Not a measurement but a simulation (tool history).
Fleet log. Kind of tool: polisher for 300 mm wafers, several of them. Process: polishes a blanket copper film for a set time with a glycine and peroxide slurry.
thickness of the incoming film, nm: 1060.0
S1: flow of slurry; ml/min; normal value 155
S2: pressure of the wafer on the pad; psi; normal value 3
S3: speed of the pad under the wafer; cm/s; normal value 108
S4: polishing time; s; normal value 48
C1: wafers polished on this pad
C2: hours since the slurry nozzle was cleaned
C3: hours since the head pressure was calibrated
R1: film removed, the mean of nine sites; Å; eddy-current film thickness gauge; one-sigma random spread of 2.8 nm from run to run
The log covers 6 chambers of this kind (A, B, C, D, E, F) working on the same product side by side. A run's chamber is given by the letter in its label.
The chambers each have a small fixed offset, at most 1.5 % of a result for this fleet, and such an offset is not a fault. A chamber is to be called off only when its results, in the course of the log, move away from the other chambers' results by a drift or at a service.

{"hour": 5.0, "done": "chamber E: worn pad replaced by a new one"}
{"run": "1E", "hour": 5.0, "S1": 155, "S2": 3, "S3": 108, "S4": 48, "C1": 1, "C2": 596.1, "C3": 564, "R1": 3315.8}
{"run": "2C", "hour": 11.1, "S1": 155, "S2": 3, "S3": 108, "S4": 48, "C1": 330, "C2": 300.2, "C3": 253.3, "R1": 3302.4}
{"hour": 12.4, "done": "chamber F: head pressure recalibrated"}
{"run": "3A", "hour": 15.2, "S1": 155, "S2": 3, "S3": 108, "S4": 48, "C1": 399, "C2": 687.3, "C3": 181.2, "R1": 3357.6}
{"run": "4B", "hour": 19.0, "S1": 155, "S2": 3, "S3": 108, "S4": 48, "C1": 1198, "C2": 65.8, "C3": 139.1, "R1": 3314.9}
{"hour": 20.9, "done": "chamber F: worn pad replaced by a new one"}
{"run": "5D", "hour": 25.2, "S1": 155, "S2": 3.9, "S3": 108, "S4": 41, "C1": 639, "C2": 322.1, "C3": 273.8, "R1": 3546.9}
{"hour": 28.3, "done": "chamber B: worn pad replaced by a new one"}
{"run": "6F", "hour": 28.4, "S1": 155, "S2": 3.9, "S3": 108, "S4": 41, "C1": 111, "C2": 153, "C3": 16.1, "R1": 3499.4}
{"run": "7B", "hour": 31.3, "S1": 155, "S2": 3.9, "S3": 108, "S4": 41, "C1": 45, "C2": 78.1, "C3": 151.4, "R1": 3543.1}
{"run": "8F", "hour": 34.2, "S1": 155, "S2": 3.9, "S3": 108, "S4": 41, "C1": 197, "C2": 158.8, "C3": 21.9, "R1": 3535.8}
{"run": "9C", "hour": 37.1, "S1": 155, "S2": 3.9, "S3": 108, "S4": 41, "C1": 714, "C2": 326.2, "C3": 279.3, "R1": 3515.3}
{"run": "10E", "hour": 43.0, "S1": 155, "S2": 3.9, "S3": 108, "S4": 41, "C1": 562, "C2": 634.1, "C3": 602, "R1": 3583.6}
{"run": "11D", "hour": 47.8, "S1": 155, "S2": 3, "S3": 108, "S4": 48, "C1": 973, "C2": 344.7, "C3": 296.4, "R1": 3304.2}
{"hour": 49.0, "done": "chamber A: worn pad replaced by a new one"}
{"run": "12A", "hour": 53.0, "S1": 155, "S2": 3, "S3": 108, "S4": 48, "C1": 60, "C2": 725.1, "C3": 219, "R1": 3295}
{"run": "13D", "hour": 57.6, "S1": 155, "S2": 3, "S3": 108, "S4": 48, "C1": 1118, "C2": 354.5, "C3": 306.2, "R1": 3274}
{"hour": 57.9, "done": "chamber C: worn pad replaced by a new one"}
{"run": "14C", "hour": 61.3, "S1": 155, "S2": 3, "S3": 108, "S4": 48, "C1": 50, "C2": 350.4, "C3": 303.5, "R1": 3289.1}
{"hour": 62.1, "done": "chamber E: worn pad replaced by a new one"}
{"run": "15B", "hour": 65.9, "S1": 155, "S2": 3, "S3": 108, "S4": 48, "C1": 557, "C2": 112.7, "C3": 186, "R1": 3307.9}
{"run": "16E", "hour": 70.8, "S1": 155, "S2": 3, "S3": 108, "S4": 48, "C1": 129, "C2": 661.9, "C3": 629.8, "R1": 3323.8}
{"run": "17F", "hour": 75.5, "S1": 155, "S2": 3, "S3": 108, "S4": 48, "C1": 807, "C2": 200.1, "C3": 63.2, "R1": 3300.4}
{"run": "18A", "hour": 79.2, "S1": 155, "S2": 3, "S3": 108, "S4": 48, "C1": 447, "C2": 751.3, "C3": 245.2, "R1": 3347.7}
{"run": "19A", "hour": 85.4, "S1": 155, "S2": 3, "S3": 108, "S4": 48, "C1": 539, "C2": 757.5, "C3": 251.4, "R1": 3318.4}
{"run": "20E", "hour": 90.1, "S1": 155, "S2": 3, "S3": 108, "S4": 48, "C1": 415, "C2": 681.2, "C3": 649.1, "R1": 3324.1}
{"run": "21F", "hour": 93.4, "S1": 155, "S2": 3, "S3": 108, "S4": 48, "C1": 1072, "C2": 218, "C3": 81.1, "R1": 3300.2}
{"run": "22B", "hour": 98.3, "S1": 155, "S2": 3, "S3": 108, "S4": 48, "C1": 1036, "C2": 145.1, "C3": 218.4, "R1": 3326.1}
{"hour": 103.3, "done": "chamber A: worn pad replaced by a new one"}
{"run": "23C", "hour": 104.1, "S1": 155, "S2": 3, "S3": 108, "S4": 48, "C1": 683, "C2": 393.2, "C3": 346.3, "R1": 3349.2}
{"run": "24D", "hour": 107.1, "S1": 155, "S2": 3, "S3": 108, "S4": 48, "C1": 1850, "C2": 404, "C3": 355.7, "R1": 3273.7}
{"hour": 109.3, "done": "chamber E: slurry nozzle cleaned"}
{"run": "25C", "hour": 111.5, "S1": 155, "S2": 2.2, "S3": 108, "S4": 54, "C1": 792, "C2": 400.6, "C3": 353.7, "R1": 2847.7}
{"hour": 114.1, "done": "chamber E: worn pad replaced by a new one"}
{"hour": 114.6, "done": "chamber C: worn pad replaced by a new one"}
{"run": "26B", "hour": 116.4, "S1": 155, "S2": 2.2, "S3": 108, "S4": 54, "C1": 1304, "C2": 163.2, "C3": 236.5, "R1": 2936.4}
{"run": "27A", "hour": 120.8, "S1": 155, "S2": 2.2, "S3": 108, "S4": 54, "C1": 259, "C2": 792.9, "C3": 286.8, "R1": 2873.6}
{"hour": 124.6, "done": "chamber F: worn pad replaced by a new one"}
{"run": "28E", "hour": 126.9, "S1": 155, "S2": 2.2, "S3": 108, "S4": 54, "C1": 190, "C2": 17.7, "C3": 685.9, "R1": 2858.4}
{"run": "29D", "hour": 131.0, "S1": 155, "S2": 2.2, "S3": 108, "S4": 54, "C1": 2203, "C2": 427.9, "C3": 379.6, "R1": 2785}
{"hour": 131.7, "done": "chamber B: worn pad replaced by a new one"}
{"run": "30F", "hour": 135.5, "S1": 155, "S2": 2.2, "S3": 108, "S4": 54, "C1": 162, "C2": 260.1, "C3": 123.2, "R1": 2852}
{"run": "31C", "hour": 139.5, "S1": 155, "S2": 3, "S3": 90, "S4": 60, "C1": 368, "C2": 428.6, "C3": 381.7, "R1": 3555.2}
{"run": "32F", "hour": 142.7, "S1": 155, "S2": 3, "S3": 90, "S4": 60, "C1": 268, "C2": 267.3, "C3": 130.4, "R1": 3492.1}
{"run": "33B", "hour": 147.3, "S1": 155, "S2": 3, "S3": 90, "S4": 60, "C1": 231, "C2": 194.1, "C3": 267.4, "R1": 3541.7}
{"run": "34E", "hour": 153.1, "S1": 155, "S2": 3, "S3": 90, "S4": 60, "C1": 577, "C2": 43.9, "C3": 712.1, "R1": 3557.7}
{"run": "35D", "hour": 156.1, "S1": 155, "S2": 3, "S3": 90, "S4": 60, "C1": 2574, "C2": 453, "C3": 404.7, "R1": 3432}
{"hour": 159.6, "done": "chamber A: worn pad replaced by a new one"}
{"run": "36A", "hour": 162.3, "S1": 155, "S2": 3, "S3": 90, "S4": 60, "C1": 40, "C2": 834.4, "C3": 328.3, "R1": 3639.8}
{"hour": 164.3, "done": "chamber E: worn pad replaced by a new one"}
{"run": "37B", "hour": 165.2, "S1": 135, "S2": 3, "S3": 108, "S4": 60, "C1": 495, "C2": 212, "C3": 285.3, "R1": 4065.1}
{"run": "38C", "hour": 168.4, "S1": 135, "S2": 3, "S3": 108, "S4": 60, "C1": 795, "C2": 457.5, "C3": 410.6, "R1": 3957.3}
{"run": "39A", "hour": 173.8, "S1": 135, "S2": 3, "S3": 108, "S4": 60, "C1": 210, "C2": 845.9, "C3": 339.8, "R1": 4053.8}
{"run": "40E", "hour": 179.7, "S1": 135, "S2": 3, "S3": 108, "S4": 60, "C1": 227, "C2": 70.5, "C3": 738.7, "R1": 4055.6}
{"run": "41F", "hour": 184.2, "S1": 135, "S2": 3, "S3": 108, "S4": 60, "C1": 882, "C2": 308.8, "C3": 171.9, "R1": 3968.9}

Is one chamber out of step, is the gauge drifting, or do the chambers differ by no more than their own small offsets? For an off chamber, give its letter and the likeliest cause.

It is chamber D that slowly wanders off from its peers.
Most likely cause: removal rate lost through wear of the pad, % = 5.02.
Not necessarily distinguishable in this log from: slurry flow missing at the pad, %; head's pressure below its setpoint, %.

Here are 4 candidates for chamber D's next run, each the usual settings with a change, their results left as question marks. Which one brings its results back in line with what the others give on the usual settings?
Maximum distance from the other chambers' mean on the usual settings for a result to count as in line: R1 97 Å
{"run": "42D-1", "hour": 188.7, "S1": 130, "S2": 3, "S3": 108, "S4": 48, "R1": "?"}
{"run": "42D-2", "hour": 188.7, "S1": 155, "S2": 3.1, "S3": 108, "S4": 49, "R1": "?"}
{"run": "42D-3", "hour": 188.7, "S1": 155, "S2": 2.9, "S3": 104, "S4": 46, "R1": "?"}
{"run": "42D-4", "hour": 188.7, "S1": 155, "S2": 3, "S3": 114, "S4": 51, "R1": "?"}

Mean of the other chambers on the usual settings: R1 3304.1 Å
run=42D-1 R1=3065.3
run=42D-2 R1=3322.4
run=42D-3 R1=2857.8
run=42D-4 R1=3519.2
The right change is 42D-2: it brings the chamber back within the allowed miss of the others.
